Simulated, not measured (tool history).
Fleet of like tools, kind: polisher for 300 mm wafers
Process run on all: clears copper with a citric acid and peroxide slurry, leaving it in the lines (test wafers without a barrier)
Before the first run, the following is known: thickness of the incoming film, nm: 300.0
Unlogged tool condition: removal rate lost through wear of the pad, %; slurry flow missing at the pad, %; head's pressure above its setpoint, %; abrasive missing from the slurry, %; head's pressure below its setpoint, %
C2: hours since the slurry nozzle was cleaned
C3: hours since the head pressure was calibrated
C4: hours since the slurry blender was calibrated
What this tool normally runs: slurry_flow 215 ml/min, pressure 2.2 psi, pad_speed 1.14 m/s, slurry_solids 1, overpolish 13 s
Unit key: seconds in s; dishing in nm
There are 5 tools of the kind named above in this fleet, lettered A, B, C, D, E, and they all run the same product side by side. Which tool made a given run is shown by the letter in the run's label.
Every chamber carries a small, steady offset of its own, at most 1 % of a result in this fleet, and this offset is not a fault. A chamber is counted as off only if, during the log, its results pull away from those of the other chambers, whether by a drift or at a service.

{"day": 0.308, "done": "chamber E: slurry blender recalibrated"}
{"run": "1D", "day": 0.308, "slurry_flow": 215, "pressure": 2.2, "pad_speed": 1.14, "slurry_solids": 1, "overpolish": 13, "wafers polished on this pad": 607, "C2": 495, "C3": 474.4, "C4": 149.8, "seconds": 134.73, "dishing": 16.911}
{"run": "2A", "day": 0.538, "slurry_flow": 215, "pressure": 2.2, "pad_speed": 1.14, "slurry_solids": 1, "overpolish": 13, "wafers polished on this pad": 866, "C2": 522.9, "C3": 539.2, "C4": 132.2, "seconds": 137.39, "dishing": 17.573}
{"run": "3B", "day": 0.704, "slurry_flow": 215, "pressure": 2.2, "pad_speed": 1.14, "slurry_solids": 1, "overpolish": 13, "wafers polished on this pad": 185, "C2": 194.3, "C3": 593.6, "C4": 93, "seconds": 140.64, "dishing": 16.696}
{"run": "4E", "day": 0.933, "slurry_flow": 215, "pressure": 2.2, "pad_speed": 1.14, "slurry_solids": 1, "overpolish": 13, "wafers polished on this pad": 589, "C2": 292.3, "C3": 1124.1, "C4": 15, "seconds": 138.73, "dishing": 16.367}
{"run": "5C", "day": 1.233, "slurry_flow": 215, "pressure": 2.2, "pad_speed": 1.14, "slurry_solids": 1, "overpolish": 13, "wafers polished on this pad": 1183, "C2": 147.9, "C3": 204, "C4": 282.8, "seconds": 132.5, "dishing": 17.213}
{"day": 1.375, "done": "chamber E: slurry nozzle cleaned"}
{"run": "6B", "day": 1.496, "slurry_flow": 215, "pressure": 2.2, "pad_speed": 1.14, "slurry_solids": 1, "overpolish": 13, "wafers polished on this pad": 350, "C2": 213.3, "C3": 612.6, "C4": 112, "seconds": 140.62, "dishing": 16.613}
{"day": 1.583, "done": "chamber C: slurry blender recalibrated"}
{"day": 1.642, "done": "chamber D: worn pad replaced by a new one"}
{"run": "7E", "day": 1.746, "slurry_flow": 215, "pressure": 1.9, "pad_speed": 1.14, "slurry_solids": 1, "overpolish": 20, "wafers polished on this pad": 758, "C2": 9, "C3": 1143.6, "C4": 34.5, "seconds": 165.36, "dishing": 20.066}
{"day": 1.821, "done": "chamber A: worn pad replaced by a new one"}
{"day": 1.917, "done": "chamber E: worn pad replaced by a new one"}
{"run": "8C", "day": 2.058, "slurry_flow": 215, "pressure": 1.9, "pad_speed": 1.14, "slurry_solids": 1, "overpolish": 20, "wafers polished on this pad": 1355, "C2": 167.7, "C3": 223.8, "C4": 11.5, "seconds": 157.95, "dishing": 20.912}
{"run": "9D", "day": 2.242, "slurry_flow": 215, "pressure": 1.9, "pad_speed": 1.14, "slurry_solids": 1, "overpolish": 20, "wafers polished on this pad": 125, "C2": 541.4, "C3": 520.8, "C4": 196.2, "seconds": 156.83, "dishing": 20.156}
{"run": "10A", "day": 2.467, "slurry_flow": 215, "pressure": 1.9, "pad_speed": 1.14, "slurry_solids": 1, "overpolish": 20, "wafers polished on this pad": 135, "C2": 569.2, "C3": 585.5, "C4": 178.5, "seconds": 164.38, "dishing": 20.841}
{"day": 2.65, "done": "chamber A: slurry blender recalibrated"}
{"run": "11C", "day": 2.754, "slurry_flow": 215, "pressure": 1.9, "pad_speed": 1.14, "slurry_solids": 1, "overpolish": 20, "wafers polished on this pad": 1500, "C2": 184.4, "C3": 240.5, "C4": 28.2, "seconds": 158.46, "dishing": 20.858}
{"run": "12B", "day": 3.129, "slurry_flow": 215, "pressure": 2.2, "pad_speed": 1.14, "slurry_solids": 1, "overpolish": 13, "wafers polished on this pad": 691, "C2": 252.5, "C3": 651.8, "C4": 151.2, "seconds": 137.22, "dishing": 16.724}
{"run": "13D", "day": 3.408, "slurry_flow": 215, "pressure": 2.2, "pad_speed": 1.14, "slurry_solids": 1, "overpolish": 13, "wafers polished on this pad": 368, "C2": 569.4, "C3": 548.8, "C4": 224.2, "seconds": 138.93, "dishing": 16.679}
{"run": "14E", "day": 3.638, "slurry_flow": 215, "pressure": 2.2, "pad_speed": 1.14, "slurry_solids": 1, "overpolish": 13, "wafers polished on this pad": 359, "C2": 54.4, "C3": 1189, "C4": 79.9, "seconds": 138.5, "dishing": 16.715}
{"day": 3.662, "done": "chamber A: slurry nozzle cleaned"}
{"run": "15A", "day": 3.996, "slurry_flow": 215, "pressure": 2.2, "pad_speed": 1.14, "slurry_solids": 1, "overpolish": 13, "wafers polished on this pad": 454, "C2": 8, "C3": 622.2, "C4": 32.4, "seconds": 137.7, "dishing": 16.978}
{"run": "16B", "day": 4.175, "slurry_flow": 190, "pressure": 2.2, "pad_speed": 1.14, "slurry_solids": 1, "overpolish": 13, "wafers polished on this pad": 909, "C2": 277.6, "C3": 676.9, "C4": 176.3, "seconds": 140.4, "dishing": 16.754}
{"run": "17D", "day": 4.433, "slurry_flow": 190, "pressure": 2.2, "pad_speed": 1.14, "slurry_solids": 1, "overpolish": 13, "wafers polished on this pad": 582, "C2": 594, "C3": 573.4, "C4": 248.8, "seconds": 136.83, "dishing": 17.17}
{"run": "18E", "day": 4.671, "slurry_flow": 190, "pressure": 2.2, "pad_speed": 1.14, "slurry_solids": 1, "overpolish": 13, "wafers polished on this pad": 575, "C2": 79.2, "C3": 1213.8, "C4": 104.7, "seconds": 137.37, "dishing": 16.362}
{"run": "19C", "day": 4.942, "slurry_flow": 190, "pressure": 2.2, "pad_speed": 1.14, "slurry_solids": 1, "overpolish": 13, "wafers polished on this pad": 1957, "C2": 236.9, "C3": 293, "C4": 80.7, "seconds": 146.64, "dishing": 16.156}
{"run": "20A", "day": 5.233, "slurry_flow": 190, "pressure": 2.2, "pad_speed": 1.14, "slurry_solids": 1, "overpolish": 13, "wafers polished on this pad": 712, "C2": 37.7, "C3": 651.9, "C4": 62.1, "seconds": 139.76, "dishing": 16.644}
{"day": 5.25, "done": "chamber B: worn pad replaced by a new one"}
{"run": "21B", "day": 5.504, "slurry_flow": 215, "pressure": 2.2, "pad_speed": 1.14, "slurry_solids": 1, "overpolish": 13, "wafers polished on this pad": 53, "C2": 309.5, "C3": 708.8, "C4": 208.2, "seconds": 138.41, "dishing": 16.673}
{"day": 5.733, "done": "chamber D: worn pad replaced by a new one"}
{"run": "22A", "day": 5.875, "slurry_flow": 215, "pressure": 2.2, "pad_speed": 1.14, "slurry_solids": 1, "overpolish": 13, "wafers polished on this pad": 846, "C2": 53.1, "C3": 667.3, "C4": 77.5, "seconds": 137.2, "dishing": 17.047}
{"day": 5.971, "done": "chamber E: head pressure recalibrated"}
{"run": "23E", "day": 6.071, "slurry_flow": 215, "pressure": 2.2, "pad_speed": 1.14, "slurry_solids": 1, "overpolish": 13, "wafers polished on this pad": 867, "C2": 112.8, "C3": 2.5, "C4": 138.3, "seconds": 132.95, "dishing": 16.991}
{"day": 6.221, "done": "chamber E: worn pad replaced by a new one"}
{"run": "24D", "day": 6.4, "slurry_flow": 215, "pressure": 2.2, "pad_speed": 1.14, "slurry_solids": 1, "overpolish": 13, "wafers polished on this pad": 139, "C2": 641.2, "C3": 620.6, "C4": 296, "seconds": 136.51, "dishing": 17.341}
{"run": "25C", "day": 6.625, "slurry_flow": 215, "pressure": 1.8, "pad_speed": 1.28, "slurry_solids": 1, "overpolish": 13, "wafers polished on this pad": 2308, "C2": 277.3, "C3": 333.4, "C4": 121.1, "seconds": 169.04, "dishing": 14.876}
{"run": "26E", "day": 6.817, "slurry_flow": 215, "pressure": 1.8, "pad_speed": 1.28, "slurry_solids": 1, "overpolish": 13, "wafers polished on this pad": 125, "C2": 130.7, "C3": 20.4, "C4": 156.2, "seconds": 145.91, "dishing": 15.422}
{"run": "27A", "day": 7.162, "slurry_flow": 215, "pressure": 1.8, "pad_speed": 1.28, "slurry_solids": 1, "overpolish": 13, "wafers polished on this pad": 1114, "C2": 84, "C3": 698.2, "C4": 108.4, "seconds": 141.7, "dishing": 16.191}
{"run": "28C", "day": 7.4, "slurry_flow": 215, "pressure": 1.8, "pad_speed": 1.28, "slurry_solids": 1, "overpolish": 13, "wafers polished on this pad": 2470, "C2": 295.9, "C3": 352, "C4": 139.7, "seconds": 162.66, "dishing": 14.805}
{"run": "29B", "day": 7.767, "slurry_flow": 215, "pressure": 1.8, "pad_speed": 1.28, "slurry_solids": 1, "overpolish": 13, "wafers polished on this pad": 525, "C2": 363.8, "C3": 763.1, "C4": 262.5, "seconds": 150, "dishing": 15.581}
{"run": "30D", "day": 8.062, "slurry_flow": 215, "pressure": 1.9, "pad_speed": 1.14, "slurry_solids": 1, "overpolish": 19, "wafers polished on this pad": 486, "C2": 681.1, "C3": 660.5, "C4": 335.9, "seconds": 158.5, "dishing": 20.276}
{"run": "31C", "day": 8.242, "slurry_flow": 215, "pressure": 1.9, "pad_speed": 1.14, "slurry_solids": 1, "overpolish": 19, "wafers polished on this pad": 2645, "C2": 316.1, "C3": 372.2, "C4": 159.9, "seconds": 174.31, "dishing": 18.587}
{"run": "32B", "day": 8.433, "slurry_flow": 215, "pressure": 1.9, "pad_speed": 1.14, "slurry_solids": 1, "overpolish": 19, "wafers polished on this pad": 664, "C2": 379.8, "C3": 779.1, "C4": 278.5, "seconds": 157.03, "dishing": 19.665}

Does one chamber stand apart from the rest, does the shared gauge drift, or is all well apart from small per-chamber offsets? Give the chamber and the most likely cause, where there is one.

Chamber C drifts away from the others.
Most likely cause: removal rate lost through wear of the pad, % = 12.3.
The log might look much the same if the cause were instead: head's pressure below its setpoint, %.

Below are 4 candidate recipes for chamber C's next run, each the usual settings with a change, their results shown as question marks. Which of them brings C's results back in line with what the other chambers give on the usual settings?
Maximum distance from the other chambers' mean on the usual settings for a result to count as in line: seconds 9.3 s; dishing 1 nm
{"run": "33C-1", "day": 8.704, "slurry_flow": 215, "pressure": 2.4, "pad_speed": 1.22, "slurry_solids": 1, "overpolish": 13, "seconds": "?", "dishing": "?"}
{"run": "33C-2", "day": 8.704, "slurry_flow": 210, "pressure": 1.9, "pad_speed": 1, "slurry_solids": 1, "overpolish": 13, "seconds": "?", "dishing": "?"}
{"run": "33C-3", "day": 8.704, "slurry_flow": 215, "pressure": 2, "pad_speed": 1.06, "slurry_solids": 1, "overpolish": 13, "seconds": "?", "dishing": "?"}
{"run": "33C-4", "day": 8.704, "slurry_flow": 220, "pressure": 2.5, "pad_speed": 1.3, "slurry_solids": 1, "overpolish": 13, "seconds": "?", "dishing": "?"}

Usual-settings mean across the other chambers: seconds 137.06 s; dishing 16.993 nm
run=33C-1 seconds=134.43 dishing=16.951
run=33C-2 seconds=204.14 dishing=12.273
run=33C-3 seconds=183.33 dishing=13.378
run=33C-4 seconds=121.17 dishing=18.253
The right change is 33C-1: it brings the chamber back within the allowed miss of the others.
